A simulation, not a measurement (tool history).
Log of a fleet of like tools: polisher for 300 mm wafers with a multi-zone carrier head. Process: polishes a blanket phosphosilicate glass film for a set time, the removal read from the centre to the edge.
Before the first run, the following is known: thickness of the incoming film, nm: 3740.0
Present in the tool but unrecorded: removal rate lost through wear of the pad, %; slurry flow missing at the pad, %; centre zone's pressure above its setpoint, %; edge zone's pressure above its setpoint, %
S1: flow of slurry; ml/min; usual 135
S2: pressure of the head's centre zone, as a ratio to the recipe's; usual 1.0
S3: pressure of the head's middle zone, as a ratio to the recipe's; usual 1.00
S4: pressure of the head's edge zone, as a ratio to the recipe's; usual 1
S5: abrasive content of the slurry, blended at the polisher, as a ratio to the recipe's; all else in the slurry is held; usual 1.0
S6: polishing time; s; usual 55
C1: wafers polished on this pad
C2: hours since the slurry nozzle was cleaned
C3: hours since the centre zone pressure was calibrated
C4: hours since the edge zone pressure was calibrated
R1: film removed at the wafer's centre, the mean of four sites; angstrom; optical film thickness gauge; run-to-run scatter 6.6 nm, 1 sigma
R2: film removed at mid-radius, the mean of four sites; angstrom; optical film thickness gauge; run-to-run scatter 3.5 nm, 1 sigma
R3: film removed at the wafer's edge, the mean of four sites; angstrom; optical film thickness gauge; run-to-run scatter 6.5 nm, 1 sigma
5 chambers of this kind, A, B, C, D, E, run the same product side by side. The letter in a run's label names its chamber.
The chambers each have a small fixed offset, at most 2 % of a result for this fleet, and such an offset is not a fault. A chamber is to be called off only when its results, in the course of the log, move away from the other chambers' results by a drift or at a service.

{"day": 0.058, "done": "chamber E: centre zone pressure recalibrated"}
{"day": 0.246, "done": "chamber A: centre zone pressure recalibrated"}
{"day": 0.271, "done": "chamber B: slurry nozzle cleaned"}
{"run": "1C", "day": 0.342, "S1": 135, "S2": 1.0, "S3": 1.0, "S4": 1, "S5": 1.0, "S6": 55, "C1": 572, "C2": 176.6, "C3": 373.9, "C4": 125.9, "R1": 4985.0, "R2": 5022.5, "R3": 4959.5}
{"day": 0.346, "done": "chamber B: centre zone pressure recalibrated"}
{"day": 0.696, "done": "chamber B: worn pad replaced by a new one"}
{"run": "2A", "day": 0.704, "S1": 135, "S2": 1.0, "S3": 1.0, "S4": 1, "S5": 1.0, "S6": 55, "C1": 1516, "C2": 185.0, "C3": 11.0, "C4": 48.9, "R1": 4990.1, "R2": 4932.1, "R3": 4939.9}
{"day": 0.767, "done": "chamber A: worn pad replaced by a new one"}
{"run": "3B", "day": 1.183, "S1": 135, "S2": 1.0, "S3": 1.0, "S4": 1, "S5": 1.0, "S6": 55, "C1": 143, "C2": 21.9, "C3": 20.1, "C4": 438.3, "R1": 4942.5, "R2": 4854.9, "R3": 4904.7}
{"run": "4D", "day": 1.538, "S1": 135, "S2": 1.0, "S3": 1.0, "S4": 1, "S5": 1.0, "S6": 55, "C1": 683, "C2": 324.4, "C3": 204.5, "C4": 401.4, "R1": 5071.8, "R2": 5023.3, "R3": 4949.4}
{"run": "5E", "day": 1.775, "S1": 135, "S2": 1.0, "S3": 1.0, "S4": 1, "S5": 1.0, "S6": 55, "C1": 992, "C2": 559.8, "C3": 41.3, "C4": 471.3, "R1": 4923.0, "R2": 4942.8, "R3": 4983.4}
{"day": 1.829, "done": "chamber E: worn pad replaced by a new one"}
{"day": 2.158, "done": "chamber D: worn pad replaced by a new one"}
{"run": "6B", "day": 2.2, "S1": 135, "S2": 1.0, "S3": 1.0, "S4": 1, "S5": 1.0, "S6": 55, "C1": 440, "C2": 46.3, "C3": 44.5, "C4": 462.7, "R1": 4970.9, "R2": 4906.5, "R3": 4922.3}
{"run": "7E", "day": 2.471, "S1": 135, "S2": 1.0, "S3": 1.0, "S4": 1, "S5": 1.0, "S6": 55, "C1": 187, "C2": 576.5, "C3": 58.0, "C4": 488.0, "R1": 4942.3, "R2": 4925.2, "R3": 4956.7}
{"run": "8C", "day": 2.808, "S1": 135, "S2": 1.0, "S3": 1.08, "S4": 1, "S5": 1.0, "S6": 71, "C1": 1291, "C2": 235.8, "C3": 433.1, "C4": 185.1, "R1": 6561.7, "R2": 6988.7, "R3": 6492.0}
{"run": "9D", "day": 3.271, "S1": 135, "S2": 1.0, "S3": 1.08, "S4": 1, "S5": 1.0, "S6": 71, "C1": 325, "C2": 366.0, "C3": 246.1, "C4": 443.0, "R1": 6443.7, "R2": 6832.8, "R3": 6380.5}
{"run": "10A", "day": 3.592, "S1": 135, "S2": 1.0, "S3": 1.08, "S4": 1, "S5": 1.0, "S6": 71, "C1": 825, "C2": 254.3, "C3": 80.3, "C4": 118.2, "R1": 6331.9, "R2": 6763.2, "R3": 6399.2}
{"day": 3.658, "done": "chamber B: worn pad replaced by a new one"}
{"run": "11C", "day": 3.804, "S1": 135, "S2": 1.0, "S3": 1.08, "S4": 1, "S5": 1.0, "S6": 71, "C1": 1582, "C2": 259.7, "C3": 457.0, "C4": 209.0, "R1": 6227.3, "R2": 6913.7, "R3": 6384.4}
{"run": "12D", "day": 4.083, "S1": 135, "S2": 1.0, "S3": 1.08, "S4": 1, "S5": 1.0, "S6": 71, "C1": 562, "C2": 385.5, "C3": 265.6, "C4": 462.5, "R1": 6460.0, "R2": 6875.7, "R3": 6226.3}
{"day": 4.421, "done": "chamber B: edge zone pressure recalibrated"}
{"run": "13B", "day": 4.421, "S1": 135, "S2": 1.0, "S3": 1.0, "S4": 1, "S5": 1.0, "S6": 55, "C1": 222, "C2": 99.6, "C3": 97.8, "C4": 0.1, "R1": 4895.8, "R2": 4863.7, "R3": 4916.1}
{"run": "14E", "day": 4.896, "S1": 135, "S2": 1.0, "S3": 1.0, "S4": 1, "S5": 1.2, "S6": 55, "C1": 895, "C2": 634.7, "C3": 116.2, "C4": 546.2, "R1": 5366.1, "R2": 5270.3, "R3": 5439.9}
{"day": 4.983, "done": "chamber A: slurry nozzle cleaned"}
{"run": "15A", "day": 5.133, "S1": 135, "S2": 1.0, "S3": 1.0, "S4": 1, "S5": 1.2, "S6": 55, "C1": 1275, "C2": 3.6, "C3": 117.3, "C4": 155.2, "R1": 5378.4, "R2": 5331.9, "R3": 5454.2}
{"day": 5.183, "done": "chamber E: worn pad replaced by a new one"}
{"run": "16A", "day": 5.379, "S1": 135, "S2": 1.0, "S3": 1.0, "S4": 1, "S5": 1.2, "S6": 55, "C1": 1346, "C2": 9.5, "C3": 123.2, "C4": 161.1, "R1": 5411.3, "R2": 5369.2, "R3": 5381.3}
{"day": 5.483, "done": "chamber A: worn pad replaced by a new one"}
{"day": 5.558, "done": "chamber D: worn pad replaced by a new one"}
{"run": "17B", "day": 5.704, "S1": 135, "S2": 1.0, "S3": 1.0, "S4": 1, "S5": 1.2, "S6": 55, "C1": 597, "C2": 130.4, "C3": 128.6, "C4": 30.9, "R1": 5301.9, "R2": 5213.6, "R3": 5325.2}
{"run": "18D", "day": 5.975, "S1": 135, "S2": 1.0, "S3": 1.0, "S4": 1, "S5": 1.2, "S6": 55, "C1": 122, "C2": 430.9, "C3": 311.0, "C4": 507.9, "R1": 5363.5, "R2": 5361.6, "R3": 5411.4}
{"day": 6.375, "done": "chamber B: worn pad replaced by a new one"}
{"run": "19C", "day": 6.383, "S1": 135, "S2": 1.0, "S3": 1.0, "S4": 1, "S5": 1.0, "S6": 55, "C1": 2334, "C2": 321.6, "C3": 518.9, "C4": 270.9, "R1": 4726.7, "R2": 4851.0, "R3": 4718.9}
{"run": "20E", "day": 6.867, "S1": 135, "S2": 1.0, "S3": 1.0, "S4": 1, "S5": 1.0, "S6": 55, "C1": 491, "C2": 682.0, "C3": 163.5, "C4": 593.5, "R1": 4898.3, "R2": 4948.6, "R3": 4940.1}
{"day": 7.05, "done": "chamber C: slurry nozzle cleaned"}
{"run": "21A", "day": 7.258, "S1": 135, "S2": 1.0, "S3": 1.0, "S4": 1, "S5": 1.0, "S6": 55, "C1": 518, "C2": 54.6, "C3": 168.3, "C4": 206.2, "R1": 4939.8, "R2": 4944.3, "R3": 4978.5}
{"run": "22B", "day": 7.567, "S1": 135, "S2": 1.0, "S3": 1.0, "S4": 1, "S5": 1.0, "S6": 55, "C1": 348, "C2": 175.1, "C3": 173.3, "C4": 75.6, "R1": 4955.9, "R2": 4894.6, "R3": 4913.4}
{"run": "23E", "day": 7.867, "S1": 135, "S2": 0.9, "S3": 1.07, "S4": 1, "S5": 1.0, "S6": 55, "C1": 782, "C2": 706.0, "C3": 187.5, "C4": 617.5, "R1": 4504.1, "R2": 5282.5, "R3": 5016.9}
{"run": "24C", "day": 8.246, "S1": 135, "S2": 0.9, "S3": 1.07, "S4": 1, "S5": 1.0, "S6": 55, "C1": 2878, "C2": 28.7, "C3": 563.6, "C4": 315.6, "R1": 4268.0, "R2": 5073.8, "R3": 4722.9}
{"day": 8.258, "done": "chamber E: worn pad replaced by a new one"}
{"day": 8.508, "done": "chamber D: worn pad replaced by a new one"}
{"run": "25D", "day": 8.712, "S1": 135, "S2": 0.9, "S3": 1.07, "S4": 1, "S5": 1.0, "S6": 55, "C1": 60, "C2": 496.6, "C3": 376.7, "C4": 573.6, "R1": 4469.1, "R2": 5283.1, "R3": 4933.7}
{"day": 8.883, "done": "chamber B: worn pad replaced by a new one"}
{"run": "26D", "day": 8.958, "S1": 135, "S2": 0.9, "S3": 1.07, "S4": 1, "S5": 1.0, "S6": 55, "C1": 132, "C2": 502.5, "C3": 382.6, "C4": 579.5, "R1": 4486.9, "R2": 5284.2, "R3": 5026.3}
{"run": "27B", "day": 9.175, "S1": 135, "S2": 0.9, "S3": 1.07, "S4": 1, "S5": 1.0, "S6": 55, "C1": 86, "C2": 213.7, "C3": 211.9, "C4": 114.2, "R1": 4394.6, "R2": 5142.2, "R3": 4932.4}
{"run": "28E", "day": 9.554, "S1": 135, "S2": 1.0, "S3": 1.0, "S4": 1, "S5": 1.0, "S6": 55, "C1": 378, "C2": 746.5, "C3": 228.0, "C4": 658.0, "R1": 5089.7, "R2": 4952.2, "R3": 4947.7}
{"run": "29C", "day": 9.796, "S1": 135, "S2": 1.0, "S3": 1.0, "S4": 1, "S5": 1.0, "S6": 55, "C1": 3330, "C2": 65.9, "C3": 600.8, "C4": 352.8, "R1": 4746.5, "R2": 4711.3, "R3": 4716.5}
{"run": "30A", "day": 10.079, "S1": 135, "S2": 1.0, "S3": 1.0, "S4": 1, "S5": 1.0, "S6": 55, "C1": 1341, "C2": 122.3, "C3": 236.0, "C4": 273.9, "R1": 4971.2, "R2": 4887.2, "R3": 4900.2}
{"day": 10.254, "done": "chamber A: worn pad replaced by a new one"}
{"run": "31D", "day": 10.508, "S1": 135, "S2": 1.0, "S3": 1.0, "S4": 1, "S5": 1.0, "S6": 55, "C1": 584, "C2": 539.7, "C3": 419.8, "C4": 616.7, "R1": 5105.5, "R2": 4959.4, "R3": 5097.9}
{"run": "32E", "day": 10.954, "S1": 135, "S2": 1.0, "S3": 1.0, "S4": 1, "S5": 1.0, "S6": 55, "C1": 786, "C2": 780.1, "C3": 261.6, "C4": 691.6, "R1": 4968.3, "R2": 4934.8, "R3": 4993.1}
{"run": "33C", "day": 11.25, "S1": 135, "S2": 1.0, "S3": 1.0, "S4": 1, "S5": 1.0, "S6": 55, "C1": 3754, "C2": 100.8, "C3": 635.7, "C4": 387.7, "R1": 4571.9, "R2": 4696.0, "R3": 4657.5}
{"day": 11.362, "done": "chamber B: worn pad replaced by a new one"}
{"run": "34B", "day": 11.596, "S1": 135, "S2": 1.0, "S3": 1.0, "S4": 1, "S5": 1.0, "S6": 55, "C1": 68, "C2": 271.8, "C3": 270.0, "C4": 172.3, "R1": 4980.3, "R2": 4868.7, "R3": 4931.1}
{"day": 11.821, "done": "chamber E: worn pad replaced by a new one"}
{"day": 11.833, "done": "chamber D: worn pad replaced by a new one"}
{"run": "35A", "day": 12.054, "S1": 135, "S2": 1.0, "S3": 1.0, "S4": 1, "S5": 1.0, "S6": 55, "C1": 525, "C2": 169.7, "C3": 283.4, "C4": 321.3, "R1": 5002.7, "R2": 4929.4, "R3": 5002.6}
{"day": 12.096, "done": "chamber D: centre zone pressure recalibrated"}
{"run": "36D", "day": 12.333, "S1": 135, "S2": 1.0, "S3": 1.0, "S4": 1, "S5": 1.0, "S6": 55, "C1": 146, "C2": 583.5, "C3": 5.8, "C4": 660.5, "R1": 4951.3, "R2": 4967.6, "R3": 4925.0}
{"run": "37A", "day": 12.708, "S1": 135, "S2": 1.0, "S3": 1.0, "S4": 1, "S5": 1.0, "S6": 55, "C1": 716, "C2": 185.4, "C3": 299.1, "C4": 337.0, "R1": 5155.2, "R2": 4920.3, "R3": 4978.5}
{"run": "38E", "day": 12.992, "S1": 135, "S2": 1.0, "S3": 1.0, "S4": 1, "S5": 1.0, "S6": 62, "C1": 341, "C2": 829.0, "C3": 310.5, "C4": 740.5, "R1": 5577.6, "R2": 5605.6, "R3": 5626.9}
{"run": "39B", "day": 13.362, "S1": 135, "S2": 1.0, "S3": 1.0, "S4": 1, "S5": 1.0, "S6": 62, "C1": 583, "C2": 314.2, "C3": 312.4, "C4": 214.7, "R1": 5571.1, "R2": 5565.0, "R3": 5548.8}

Predict what each chamber gives when all 5 of them run the settings below next.
{"run": "40A", "day": 13.712, "S1": 135, "S2": 1.0, "S3": 1.0, "S4": 1, "S5": 1.0, "S6": 55, "R1": "?", "R2": "?", "R3": "?"}
{"run": "40B", "day": 13.712, "S1": 135, "S2": 1.0, "S3": 1.0, "S4": 1, "S5": 1.0, "S6": 55, "R1": "?", "R2": "?", "R3": "?"}
{"run": "40C", "day": 13.712, "S1": 135, "S2": 1.0, "S3": 1.0, "S4": 1, "S5": 1.0, "S6": 55, "R1": "?", "R2": "?", "R3": "?"}
{"run": "40D", "day": 13.712, "S1": 135, "S2": 1.0, "S3": 1.0, "S4": 1, "S5": 1.0, "S6": 55, "R1": "?", "R2": "?", "R3": "?"}
{"run": "40E", "day": 13.712, "S1": 135, "S2": 1.0, "S3": 1.0, "S4": 1, "S5": 1.0, "S6": 55, "R1": "?", "R2": "?", "R3": "?"}

run=40A R1=4900.8 R2=4915.7 R3=4952.5
run=40B R1=4904.9 R2=4945.4 R3=4937.9
run=40C R1=4439.1 R2=4541.8 R3=4568.8
run=40D R1=5087.4 R2=4943.5 R3=4902.2
run=40E R1=4954.0 R2=4967.2 R3=4932.6
